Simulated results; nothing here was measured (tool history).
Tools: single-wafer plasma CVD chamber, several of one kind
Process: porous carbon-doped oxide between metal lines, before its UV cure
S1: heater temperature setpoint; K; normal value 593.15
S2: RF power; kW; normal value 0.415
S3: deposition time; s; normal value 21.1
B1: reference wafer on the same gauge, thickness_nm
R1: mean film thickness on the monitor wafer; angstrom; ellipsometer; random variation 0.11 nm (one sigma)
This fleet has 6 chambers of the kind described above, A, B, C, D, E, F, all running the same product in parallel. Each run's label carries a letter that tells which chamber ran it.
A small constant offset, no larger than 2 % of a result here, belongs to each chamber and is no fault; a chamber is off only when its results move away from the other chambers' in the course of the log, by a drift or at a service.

run 1C hour=7.0 | S1=593.15 S2=0.415 S3=21.1 | B1=82.610 | R1=904.76
run 2D hour=12.3 | S1=593.15 S2=0.415 S3=21.1 | B1=82.631 | R1=916.82
run 3B hour=17.3 | S1=593.15 S2=0.415 S3=21.1 | B1=82.624 | R1=903.34
run 4F hour=22.9 | S1=593.15 S2=0.415 S3=21.1 | B1=82.642 | R1=903.99
run 5A hour=27.1 | S1=593.15 S2=0.415 S3=21.1 | B1=82.647 | R1=923.89
run 6E hour=33.4 | S1=593.15 S2=0.415 S3=21.1 | B1=82.636 | R1=910.94
run 7E hour=42.2 | S1=605.15 S2=0.415 S3=21.1 | B1=82.676 | R1=859.66
run 8F hour=49.5 | S1=605.15 S2=0.415 S3=21.1 | B1=82.673 | R1=854.79
run 9B hour=57.9 | S1=605.15 S2=0.415 S3=21.1 | B1=82.705 | R1=856.42
run 10A hour=62.9 | S1=605.15 S2=0.415 S3=21.1 | B1=82.719 | R1=871.56
run 11D hour=66.8 | S1=605.15 S2=0.415 S3=21.1 | B1=82.697 | R1=867.05
run 12C hour=70.9 | S1=605.15 S2=0.415 S3=21.1 | B1=82.737 | R1=854.28
run 13A hour=76.1 | S1=593.15 S2=0.415 S3=21.1 | B1=82.706 | R1=924.49
run 14F hour=82.2 | S1=593.15 S2=0.415 S3=21.1 | B1=82.719 | R1=905.62
run 15E hour=88.8 | S1=593.15 S2=0.415 S3=21.1 | B1=82.766 | R1=910.52
run 16D hour=92.7 | S1=593.15 S2=0.415 S3=21.1 | B1=82.720 | R1=918.90
run 17B hour=98.1 | S1=593.15 S2=0.415 S3=21.1 | B1=82.748 | R1=905.17
run 18C hour=105.6 | S1=593.15 S2=0.415 S3=21.1 | B1=82.764 | R1=907.41
run 19D hour=114.4 | S1=593.15 S2=0.415 S3=21.1 | B1=82.788 | R1=921.75
run 20C hour=119.3 | S1=593.15 S2=0.415 S3=21.1 | B1=82.792 | R1=908.76
run 21B hour=124.1 | S1=593.15 S2=0.415 S3=21.1 | B1=82.810 | R1=906.60
run 22E hour=130.1 | S1=593.15 S2=0.415 S3=21.1 | B1=82.810 | R1=912.75
run 23F hour=134.1 | S1=593.15 S2=0.415 S3=21.1 | B1=82.804 | R1=907.33
run 24A hour=138.4 | S1=593.15 S2=0.415 S3=21.1 | B1=82.823 | R1=925.56
run 25E hour=146.0 | S1=593.15 S2=0.415 S3=21.1 | B1=82.839 | R1=912.35
run 26B hour=152.1 | S1=593.15 S2=0.415 S3=21.1 | B1=82.853 | R1=907.92
-- hour=156.0 chamber F: RF generator calibrated
run 27F hour=157.8 | S1=593.15 S2=0.415 S3=21.1 | B1=82.840 | R1=909.02
run 28C hour=163.1 | S1=593.15 S2=0.415 S3=21.1 | B1=82.862 | R1=908.19
run 29A hour=168.8 | S1=593.15 S2=0.415 S3=21.1 | B1=82.852 | R1=926.04
run 30D hour=175.7 | S1=593.15 S2=0.415 S3=21.1 | B1=82.864 | R1=920.02
run 31B hour=181.5 | S1=593.15 S2=0.415 S3=21.1 | B1=82.885 | R1=907.18
run 32C hour=188.2 | S1=593.15 S2=0.350 S3=17.2 | B1=82.910 | R1=651.41
run 33F hour=193.6 | S1=593.15 S2=0.350 S3=17.2 | B1=82.908 | R1=649.43
run 34D hour=199.1 | S1=593.15 S2=0.350 S3=17.2 | B1=82.932 | R1=658.50
run 35A hour=207.4 | S1=593.15 S2=0.350 S3=17.2 | B1=82.921 | R1=663.54
run 36E hour=211.4 | S1=593.15 S2=0.350 S3=17.2 | B1=82.943 | R1=656.30
-- hour=211.8 chamber A: RF generator calibrated
run 37F hour=216.5 | S1=593.15 S2=0.350 S3=17.2 | B1=82.949 | R1=650.97
run 38A hour=224.6 | S1=593.15 S2=0.415 S3=21.1 | B1=82.939 | R1=926.15
run 39C hour=232.4 | S1=593.15 S2=0.415 S3=21.1 | B1=82.955 | R1=909.96
run 40E hour=237.4 | S1=586.15 S2=0.415 S3=21.1 | B1=82.979 | R1=946.84
run 41B hour=242.9 | S1=586.15 S2=0.415 S3=21.1 | B1=82.985 | R1=940.56
run 42D hour=249.5 | S1=586.15 S2=0.415 S3=21.1 | B1=82.966 | R1=953.56

Each of the 6 chambers runs these same settings next. Fill in every chamber's results:
run 43A hour=255.8 | S1=587.15 S2=0.415 S3=21.1 | R1=?
run 43B hour=255.8 | S1=587.15 S2=0.415 S3=21.1 | R1=?
run 43C hour=255.8 | S1=587.15 S2=0.415 S3=21.1 | R1=?
run 43D hour=255.8 | S1=587.15 S2=0.415 S3=21.1 | R1=?
run 43E hour=255.8 | S1=587.15 S2=0.415 S3=21.1 | R1=?
run 43F hour=255.8 | S1=587.15 S2=0.415 S3=21.1 | R1=?

run=43A R1=955.07
run=43B R1=936.81
run=43C R1=937.62
run=43D R1=949.14
run=43E R1=944.85
run=43F R1=934.99
